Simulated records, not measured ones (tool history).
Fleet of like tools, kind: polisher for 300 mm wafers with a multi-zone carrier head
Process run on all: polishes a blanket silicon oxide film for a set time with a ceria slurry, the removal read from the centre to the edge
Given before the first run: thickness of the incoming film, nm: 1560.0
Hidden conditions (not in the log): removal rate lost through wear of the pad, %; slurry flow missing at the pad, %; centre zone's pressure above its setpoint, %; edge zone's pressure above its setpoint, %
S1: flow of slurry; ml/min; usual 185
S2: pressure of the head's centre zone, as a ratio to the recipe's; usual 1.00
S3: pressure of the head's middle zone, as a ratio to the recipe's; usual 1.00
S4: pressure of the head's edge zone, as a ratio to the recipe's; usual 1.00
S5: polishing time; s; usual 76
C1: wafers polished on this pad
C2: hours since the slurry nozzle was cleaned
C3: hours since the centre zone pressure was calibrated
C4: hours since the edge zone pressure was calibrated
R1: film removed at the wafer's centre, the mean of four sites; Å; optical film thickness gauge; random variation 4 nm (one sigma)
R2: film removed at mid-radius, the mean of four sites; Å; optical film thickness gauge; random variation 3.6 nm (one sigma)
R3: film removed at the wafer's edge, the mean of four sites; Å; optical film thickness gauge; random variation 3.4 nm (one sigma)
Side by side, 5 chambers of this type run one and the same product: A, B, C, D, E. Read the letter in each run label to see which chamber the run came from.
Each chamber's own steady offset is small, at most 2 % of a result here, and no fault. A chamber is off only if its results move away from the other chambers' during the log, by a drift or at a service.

{"day": 0.175, "done": "chamber E: worn pad replaced by a new one"}
{"day": 0.262, "done": "chamber A: slurry nozzle cleaned"}
{"run": "1A", "day": 0.462, "S1": 185, "S2": 1.0, "S3": 1.0, "S4": 1.0, "S5": 76, "C1": 794, "C2": 4.9, "C3": 259.0, "C4": 228.1, "R1": 3791.1, "R2": 3795.9, "R3": 3752.2}
{"day": 0.525, "done": "chamber A: worn pad replaced by a new one"}
{"day": 0.558, "done": "chamber D: worn pad replaced by a new one"}
{"day": 0.579, "done": "chamber B: worn pad replaced by a new one"}
{"day": 0.667, "done": "chamber C: worn pad replaced by a new one"}
{"run": "2E", "day": 0.667, "S1": 185, "S2": 1.0, "S3": 1.0, "S4": 1.0, "S5": 76, "C1": 163, "C2": 395.1, "C3": 290.6, "C4": 481.3, "R1": 3807.9, "R2": 3689.5, "R3": 3825.7}
{"run": "3C", "day": 1.017, "S1": 185, "S2": 1.0, "S3": 1.0, "S4": 1.0, "S5": 76, "C1": 116, "C2": 486.1, "C3": 751.8, "C4": 571.6, "R1": 3826.7, "R2": 3749.0, "R3": 3733.3}
{"run": "4B", "day": 1.283, "S1": 185, "S2": 1.0, "S3": 1.0, "S4": 1.0, "S5": 76, "C1": 232, "C2": 445.1, "C3": 637.3, "C4": 182.6, "R1": 3775.2, "R2": 3863.6, "R3": 3783.6}
{"run": "5D", "day": 1.671, "S1": 185, "S2": 1.0, "S3": 1.0, "S4": 1.0, "S5": 76, "C1": 367, "C2": 171.2, "C3": 316.2, "C4": 114.3, "R1": 3716.5, "R2": 3755.1, "R3": 3683.0}
{"run": "6E", "day": 2.075, "S1": 185, "S2": 1.0, "S3": 1.0, "S4": 1.0, "S5": 76, "C1": 626, "C2": 428.9, "C3": 324.4, "C4": 515.1, "R1": 3791.5, "R2": 3735.8, "R3": 3758.8}
{"run": "7B", "day": 2.4, "S1": 185, "S2": 1.04, "S3": 1.0, "S4": 1.0, "S5": 92, "C1": 599, "C2": 471.9, "C3": 664.1, "C4": 209.4, "R1": 4718.3, "R2": 4612.7, "R3": 4535.4}
{"run": "8D", "day": 2.767, "S1": 185, "S2": 1.04, "S3": 1.0, "S4": 1.0, "S5": 92, "C1": 727, "C2": 197.5, "C3": 342.5, "C4": 140.6, "R1": 4713.9, "R2": 4495.5, "R3": 4506.0}
{"day": 2.875, "done": "chamber D: worn pad replaced by a new one"}
{"day": 2.896, "done": "chamber A: worn pad replaced by a new one"}
{"run": "9C", "day": 2.983, "S1": 185, "S2": 1.04, "S3": 1.0, "S4": 1.0, "S5": 92, "C1": 763, "C2": 533.3, "C3": 799.0, "C4": 618.8, "R1": 4761.3, "R2": 4654.6, "R3": 4557.1}
{"day": 3.021, "done": "chamber E: worn pad replaced by a new one"}
{"day": 3.021, "done": "chamber B: worn pad replaced by a new one"}
{"run": "10A", "day": 3.425, "S1": 185, "S2": 1.04, "S3": 1.0, "S4": 1.0, "S5": 92, "C1": 174, "C2": 76.0, "C3": 330.1, "C4": 299.2, "R1": 4832.4, "R2": 4514.3, "R3": 4513.4}
{"day": 3.496, "done": "chamber C: worn pad replaced by a new one"}
{"run": "11D", "day": 3.804, "S1": 185, "S2": 1.04, "S3": 1.0, "S4": 1.0, "S5": 92, "C1": 306, "C2": 222.4, "C3": 367.4, "C4": 165.5, "R1": 4646.8, "R2": 4558.4, "R3": 4384.6}
{"run": "12E", "day": 4.138, "S1": 185, "S2": 1.0, "S3": 1.0, "S4": 1.0, "S5": 76, "C1": 368, "C2": 478.4, "C3": 373.9, "C4": 564.6, "R1": 3799.0, "R2": 3742.8, "R3": 3815.8}
{"day": 4.296, "done": "chamber A: edge zone pressure recalibrated"}
{"run": "13C", "day": 4.546, "S1": 185, "S2": 1.0, "S3": 1.0, "S4": 1.0, "S5": 76, "C1": 346, "C2": 570.8, "C3": 836.5, "C4": 656.3, "R1": 3729.1, "R2": 3782.9, "R3": 3796.6}
{"run": "14A", "day": 4.833, "S1": 185, "S2": 1.0, "S3": 1.0, "S4": 1.0, "S5": 76, "C1": 638, "C2": 109.8, "C3": 363.9, "C4": 13.0, "R1": 3851.0, "R2": 3795.4, "R3": 3795.6}
{"run": "15B", "day": 5.121, "S1": 185, "S2": 1.0, "S3": 1.0, "S4": 1.0, "S5": 76, "C1": 692, "C2": 537.2, "C3": 729.4, "C4": 274.7, "R1": 3749.7, "R2": 3745.5, "R3": 3770.0}
{"run": "16D", "day": 5.392, "S1": 185, "S2": 1.0, "S3": 1.0, "S4": 1.0, "S5": 76, "C1": 829, "C2": 260.5, "C3": 405.5, "C4": 203.6, "R1": 3619.0, "R2": 3690.8, "R3": 3640.6}
{"day": 5.454, "done": "chamber E: worn pad replaced by a new one"}
{"run": "17C", "day": 5.738, "S1": 185, "S2": 1.0, "S3": 1.0, "S4": 1.0, "S5": 76, "C1": 738, "C2": 599.4, "C3": 865.1, "C4": 684.9, "R1": 3763.5, "R2": 3809.3, "R3": 3770.8}
{"day": 5.817, "done": "chamber B: worn pad replaced by a new one"}
{"day": 5.85, "done": "chamber D: worn pad replaced by a new one"}
{"day": 5.9, "done": "chamber A: worn pad replaced by a new one"}
{"day": 6.0, "done": "chamber C: worn pad replaced by a new one"}
{"run": "18A", "day": 6.175, "S1": 185, "S2": 1.0, "S3": 1.0, "S4": 1.0, "S5": 76, "C1": 91, "C2": 142.0, "C3": 396.1, "C4": 45.2, "R1": 3742.7, "R2": 3783.8, "R3": 3716.7}
{"run": "19E", "day": 6.542, "S1": 185, "S2": 1.0, "S3": 1.0, "S4": 1.0, "S5": 76, "C1": 358, "C2": 536.1, "C3": 431.6, "C4": 622.3, "R1": 3767.3, "R2": 3680.9, "R3": 3800.0}
{"run": "20B", "day": 6.988, "S1": 185, "S2": 1.0, "S3": 1.0, "S4": 1.0, "S5": 76, "C1": 385, "C2": 582.0, "C3": 774.2, "C4": 319.5, "R1": 3765.1, "R2": 3801.5, "R3": 3753.2}
{"run": "21C", "day": 7.25, "S1": 185, "S2": 1.0, "S3": 1.0, "S4": 1.0, "S5": 76, "C1": 412, "C2": 635.7, "C3": 901.4, "C4": 721.2, "R1": 3831.5, "R2": 3745.8, "R3": 3693.6}
{"run": "22A", "day": 7.712, "S1": 185, "S2": 1.0, "S3": 1.0, "S4": 1.0, "S5": 76, "C1": 597, "C2": 178.9, "C3": 433.0, "C4": 82.1, "R1": 3738.3, "R2": 3797.5, "R3": 3793.0}
{"run": "23D", "day": 7.95, "S1": 185, "S2": 1.0, "S3": 1.0, "S4": 1.0, "S5": 76, "C1": 692, "C2": 321.9, "C3": 466.9, "C4": 265.0, "R1": 3588.2, "R2": 3654.0, "R3": 3667.6}
{"day": 8.004, "done": "chamber E: worn pad replaced by a new one"}
{"day": 8.312, "done": "chamber E: centre zone pressure recalibrated"}
{"day": 8.333, "done": "chamber B: worn pad replaced by a new one"}
{"run": "24E", "day": 8.338, "S1": 185, "S2": 1.0, "S3": 1.0, "S4": 1.0, "S5": 76, "C1": 110, "C2": 579.2, "C3": 0.7, "C4": 665.4, "R1": 3824.4, "R2": 3693.9, "R3": 3775.9}
{"day": 8.388, "done": "chamber D: worn pad replaced by a new one"}
{"day": 8.592, "done": "chamber A: worn pad replaced by a new one"}
{"run": "25B", "day": 8.762, "S1": 185, "S2": 1.0, "S3": 1.0, "S4": 1.0, "S5": 76, "C1": 142, "C2": 624.6, "C3": 816.8, "C4": 362.1, "R1": 3656.2, "R2": 3736.0, "R3": 3756.9}
{"day": 9.033, "done": "chamber C: worn pad replaced by a new one"}
{"run": "26A", "day": 9.108, "S1": 185, "S2": 1.0, "S3": 1.0, "S4": 1.0, "S5": 76, "C1": 171, "C2": 212.4, "C3": 466.5, "C4": 115.6, "R1": 3755.8, "R2": 3804.6, "R3": 3734.7}
{"run": "27E", "day": 9.467, "S1": 185, "S2": 1.0, "S3": 1.0, "S4": 1.0, "S5": 76, "C1": 481, "C2": 606.3, "C3": 27.8, "C4": 692.5, "R1": 3743.7, "R2": 3760.3, "R3": 3801.5}
{"day": 9.533, "done": "chamber A: slurry nozzle cleaned"}
{"day": 9.608, "done": "chamber D: edge zone pressure recalibrated"}
{"run": "28C", "day": 9.883, "S1": 185, "S2": 1.0, "S3": 1.0, "S4": 1.0, "S5": 76, "C1": 280, "C2": 698.9, "C3": 964.6, "C4": 784.4, "R1": 3841.4, "R2": 3756.1, "R3": 3757.2}
{"run": "29B", "day": 10.162, "S1": 185, "S2": 1.0, "S3": 1.0, "S4": 1.0, "S5": 76, "C1": 603, "C2": 658.2, "C3": 850.4, "C4": 395.7, "R1": 3695.0, "R2": 3829.9, "R3": 3792.7}
{"run": "30D", "day": 10.508, "S1": 185, "S2": 1.0, "S3": 1.0, "S4": 1.0, "S5": 76, "C1": 699, "C2": 383.3, "C3": 528.3, "C4": 21.7, "R1": 3600.2, "R2": 3713.9, "R3": 3644.2}
{"day": 10.554, "done": "chamber E: worn pad replaced by a new one"}
{"day": 10.888, "done": "chamber D: worn pad replaced by a new one"}
{"run": "31B", "day": 10.904, "S1": 185, "S2": 1.0, "S3": 1.0, "S4": 1.0, "S5": 76, "C1": 847, "C2": 676.0, "C3": 868.2, "C4": 413.5, "R1": 3707.0, "R2": 3749.0, "R3": 3669.1}
{"day": 10.933, "done": "chamber A: worn pad replaced by a new one"}
{"run": "32D", "day": 11.125, "S1": 185, "S2": 1.0, "S3": 0.89, "S4": 1.0, "S5": 76, "C1": 78, "C2": 398.1, "C3": 543.1, "C4": 36.5, "R1": 3623.3, "R2": 3366.9, "R3": 3706.2}
{"run": "33C", "day": 11.475, "S1": 185, "S2": 1.0, "S3": 0.89, "S4": 1.0, "S5": 76, "C1": 804, "C2": 737.1, "C3": 1002.8, "C4": 822.6, "R1": 3809.8, "R2": 3449.5, "R3": 3806.0}
{"run": "34A", "day": 11.821, "S1": 185, "S2": 1.0, "S3": 0.89, "S4": 1.0, "S5": 76, "C1": 293, "C2": 55.0, "C3": 531.6, "C4": 180.7, "R1": 3749.3, "R2": 3430.0, "R3": 3734.1}
{"run": "35E", "day": 12.258, "S1": 185, "S2": 1.0, "S3": 0.89, "S4": 1.0, "S5": 76, "C1": 562, "C2": 673.3, "C3": 94.8, "C4": 759.5, "R1": 3766.2, "R2": 3382.4, "R3": 3810.3}
{"run": "36D", "day": 12.571, "S1": 185, "S2": 1.0, "S3": 0.89, "S4": 1.0, "S5": 76, "C1": 554, "C2": 432.8, "C3": 577.8, "C4": 71.2, "R1": 3492.5, "R2": 3248.5, "R3": 3569.0}
{"run": "37A", "day": 13.004, "S1": 185, "S2": 1.0, "S3": 1.0, "S4": 1.0, "S5": 76, "C1": 682, "C2": 83.4, "C3": 560.0, "C4": 209.1, "R1": 3730.7, "R2": 3739.6, "R3": 3781.1}
{"day": 13.083, "done": "chamber E: worn pad replaced by a new one"}
{"run": "38E", "day": 13.383, "S1": 185, "S2": 1.0, "S3": 1.0, "S4": 0.94, "S5": 76, "C1": 99, "C2": 700.3, "C3": 121.8, "C4": 786.5, "R1": 3773.9, "R2": 3734.8, "R3": 3712.6}

Does one chamber stand apart from the rest, does the shared gauge drift, or is all well apart from small per-chamber offsets? Give the chamber and the most likely cause, where there is one.

Little by little, chamber D moves away from the other chambers.
What lies behind it: slurry flow missing at the pad, % = 25.3.

Chamber D could run next with any of the 4 candidate recipes listed below; each alters the usual settings, and their results appear as question marks. Which one brings its results back in line with what the other chambers deliver on the usual settings?
Allowed miss from the other chambers' usual-settings mean, per result, to count as in line: R1 140.0 Å; R2 130.0 Å; R3 120.0 Å
{"run": "39D-1", "day": 13.721, "S1": 190, "S2": 1.02, "S3": 1.0, "S4": 1.0, "S5": 80, "R1": "?", "R2": "?", "R3": "?"}
{"run": "39D-2", "day": 13.721, "S1": 190, "S2": 1.04, "S3": 0.99, "S4": 0.99, "S5": 83, "R1": "?", "R2": "?", "R3": "?"}
{"run": "39D-3", "day": 13.721, "S1": 180, "S2": 0.96, "S3": 1.01, "S4": 1.01, "S5": 69, "R1": "?", "R2": "?", "R3": "?"}
{"run": "39D-4", "day": 13.721, "S1": 180, "S2": 0.98, "S3": 1.0, "S4": 1.0, "S5": 72, "R1": "?", "R2": "?", "R3": "?"}

Average result of the remaining chambers running the usual settings: R1 3774.7 Å; R2 3771.1 Å; R3 3763.2 Å
run=39D-1 R1=3784.0 R2=3818.5 R3=3784.2
run=39D-2 R1=4009.5 R2=3924.4 R3=3905.7
run=39D-3 R1=3017.0 R2=3289.1 R3=3255.2
run=39D-4 R1=3219.8 R2=3400.0 R3=3379.3
39D-1 puts the chamber back in line with the other chambers.

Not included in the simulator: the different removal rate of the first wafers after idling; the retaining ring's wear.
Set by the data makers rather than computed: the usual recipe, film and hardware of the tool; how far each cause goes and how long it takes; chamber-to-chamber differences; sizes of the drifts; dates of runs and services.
